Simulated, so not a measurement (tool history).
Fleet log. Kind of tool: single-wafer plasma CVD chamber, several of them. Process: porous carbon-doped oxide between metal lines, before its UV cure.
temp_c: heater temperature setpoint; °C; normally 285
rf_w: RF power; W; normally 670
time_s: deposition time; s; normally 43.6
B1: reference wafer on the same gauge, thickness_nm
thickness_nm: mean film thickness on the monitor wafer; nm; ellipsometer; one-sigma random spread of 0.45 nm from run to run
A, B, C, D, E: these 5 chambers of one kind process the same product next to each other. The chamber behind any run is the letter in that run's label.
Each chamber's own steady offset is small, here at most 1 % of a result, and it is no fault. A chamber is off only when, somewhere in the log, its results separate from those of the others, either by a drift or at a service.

run 1B hour=8.4 | temp_c=285 rf_w=670 time_s=43.6 | B1=305.97 | thickness_nm=307.97
run 2E hour=19.1 | temp_c=285 rf_w=670 time_s=43.6 | B1=305.89 | thickness_nm=307.57
run 3D hour=26.4 | temp_c=285 rf_w=670 time_s=43.6 | B1=305.92 | thickness_nm=309.38
run 4C hour=37.0 | temp_c=285 rf_w=670 time_s=43.6 | B1=305.84 | thickness_nm=308.64
run 5A hour=44.7 | temp_c=285 rf_w=670 time_s=43.6 | B1=305.76 | thickness_nm=310.77
run 6E hour=58.0 | temp_c=285 rf_w=670 time_s=43.6 | B1=305.78 | thickness_nm=307.33
run 7A hour=70.7 | temp_c=285 rf_w=670 time_s=43.6 | B1=305.76 | thickness_nm=310.93
run 8D hour=82.0 | temp_c=285 rf_w=670 time_s=43.6 | B1=305.66 | thickness_nm=308.96
run 9C hour=91.0 | temp_c=285 rf_w=670 time_s=43.6 | B1=305.61 | thickness_nm=307.78
run 10B hour=103.6 | temp_c=285 rf_w=670 time_s=43.6 | B1=305.54 | thickness_nm=307.90
run 11E hour=115.8 | temp_c=285 rf_w=670 time_s=43.6 | B1=305.57 | thickness_nm=306.12
run 12B hour=125.8 | temp_c=285 rf_w=670 time_s=43.6 | B1=305.37 | thickness_nm=307.70
run 13C hour=136.6 | temp_c=285 rf_w=670 time_s=43.6 | B1=305.32 | thickness_nm=309.28
run 14D hour=149.6 | temp_c=294 rf_w=575 time_s=43.6 | B1=305.34 | thickness_nm=264.16
run 15A hour=161.9 | temp_c=294 rf_w=575 time_s=43.6 | B1=305.37 | thickness_nm=266.34
run 16E hour=171.1 | temp_c=294 rf_w=575 time_s=43.6 | B1=305.16 | thickness_nm=263.42
run 17B hour=184.8 | temp_c=294 rf_w=575 time_s=43.6 | B1=305.24 | thickness_nm=262.65
run 18C hour=191.4 | temp_c=294 rf_w=575 time_s=43.6 | B1=305.25 | thickness_nm=263.73
run 19A hour=202.5 | temp_c=285 rf_w=670 time_s=43.6 | B1=305.11 | thickness_nm=310.24
run 20D hour=210.5 | temp_c=285 rf_w=670 time_s=43.6 | B1=305.07 | thickness_nm=308.69
run 21A hour=218.1 | temp_c=285 rf_w=670 time_s=43.6 | B1=305.02 | thickness_nm=310.15
run 22E hour=225.0 | temp_c=285 rf_w=670 time_s=43.6 | B1=304.86 | thickness_nm=307.07
run 23C hour=234.5 | temp_c=285 rf_w=670 time_s=43.6 | B1=304.92 | thickness_nm=308.32
run 24B hour=240.7 | temp_c=285 rf_w=670 time_s=43.6 | B1=304.84 | thickness_nm=307.11
run 25D hour=248.2 | temp_c=285 rf_w=670 time_s=43.6 | B1=304.83 | thickness_nm=308.67
run 26A hour=260.8 | temp_c=285 rf_w=670 time_s=43.6 | B1=304.92 | thickness_nm=309.54
run 27C hour=273.0 | temp_c=285 rf_w=670 time_s=43.6 | B1=304.88 | thickness_nm=307.33
run 28B hour=284.5 | temp_c=285 rf_w=670 time_s=43.6 | B1=304.78 | thickness_nm=305.47
run 29D hour=296.8 | temp_c=285 rf_w=670 time_s=43.6 | B1=304.70 | thickness_nm=308.37
run 30E hour=307.9 | temp_c=285 rf_w=670 time_s=43.6 | B1=304.54 | thickness_nm=305.86
-- hour=313.8 chamber A: thermocouple changed; heater temperature recalibrated
run 31D hour=320.8 | temp_c=285 rf_w=670 time_s=43.6 | B1=304.55 | thickness_nm=308.90
run 32E hour=329.3 | temp_c=285 rf_w=670 time_s=43.6 | B1=304.57 | thickness_nm=306.05
run 33B hour=336.0 | temp_c=285 rf_w=670 time_s=43.6 | B1=304.52 | thickness_nm=306.76
run 34C hour=345.8 | temp_c=285 rf_w=670 time_s=43.6 | B1=304.47 | thickness_nm=307.48
-- hour=351.3 chamber E: RF generator calibrated
run 35A hour=352.6 | temp_c=285 rf_w=670 time_s=43.6 | B1=304.42 | thickness_nm=308.84
run 36B hour=360.1 | temp_c=285 rf_w=670 time_s=43.6 | B1=304.36 | thickness_nm=306.17
run 37A hour=369.2 | temp_c=285 rf_w=670 time_s=43.6 | B1=304.33 | thickness_nm=309.38
run 38E hour=375.4 | temp_c=285 rf_w=670 time_s=43.6 | B1=304.41 | thickness_nm=305.51
run 39C hour=383.6 | temp_c=285 rf_w=670 time_s=43.6 | B1=304.43 | thickness_nm=306.77
run 40D hour=392.7 | temp_c=285 rf_w=670 time_s=43.6 | B1=304.34 | thickness_nm=307.96
run 41B hour=400.0 | temp_c=285 rf_w=670 time_s=43.6 | B1=304.17 | thickness_nm=306.23

All 5 chambers run these settings next. Forecast each chamber's results:
run 42A hour=410.1 | temp_c=285 rf_w=670 time_s=37.4 | thickness_nm=?
run 42B hour=410.1 | temp_c=285 rf_w=670 time_s=37.4 | thickness_nm=?
run 42C hour=410.1 | temp_c=285 rf_w=670 time_s=37.4 | thickness_nm=?
run 42D hour=410.1 | temp_c=285 rf_w=670 time_s=37.4 | thickness_nm=?
run 42E hour=410.1 | temp_c=285 rf_w=670 time_s=37.4 | thickness_nm=?

run=42A thickness_nm=265.38
run=42B thickness_nm=262.98
run=42C thickness_nm=264.30
run=42D thickness_nm=264.92
run=42E thickness_nm=262.45

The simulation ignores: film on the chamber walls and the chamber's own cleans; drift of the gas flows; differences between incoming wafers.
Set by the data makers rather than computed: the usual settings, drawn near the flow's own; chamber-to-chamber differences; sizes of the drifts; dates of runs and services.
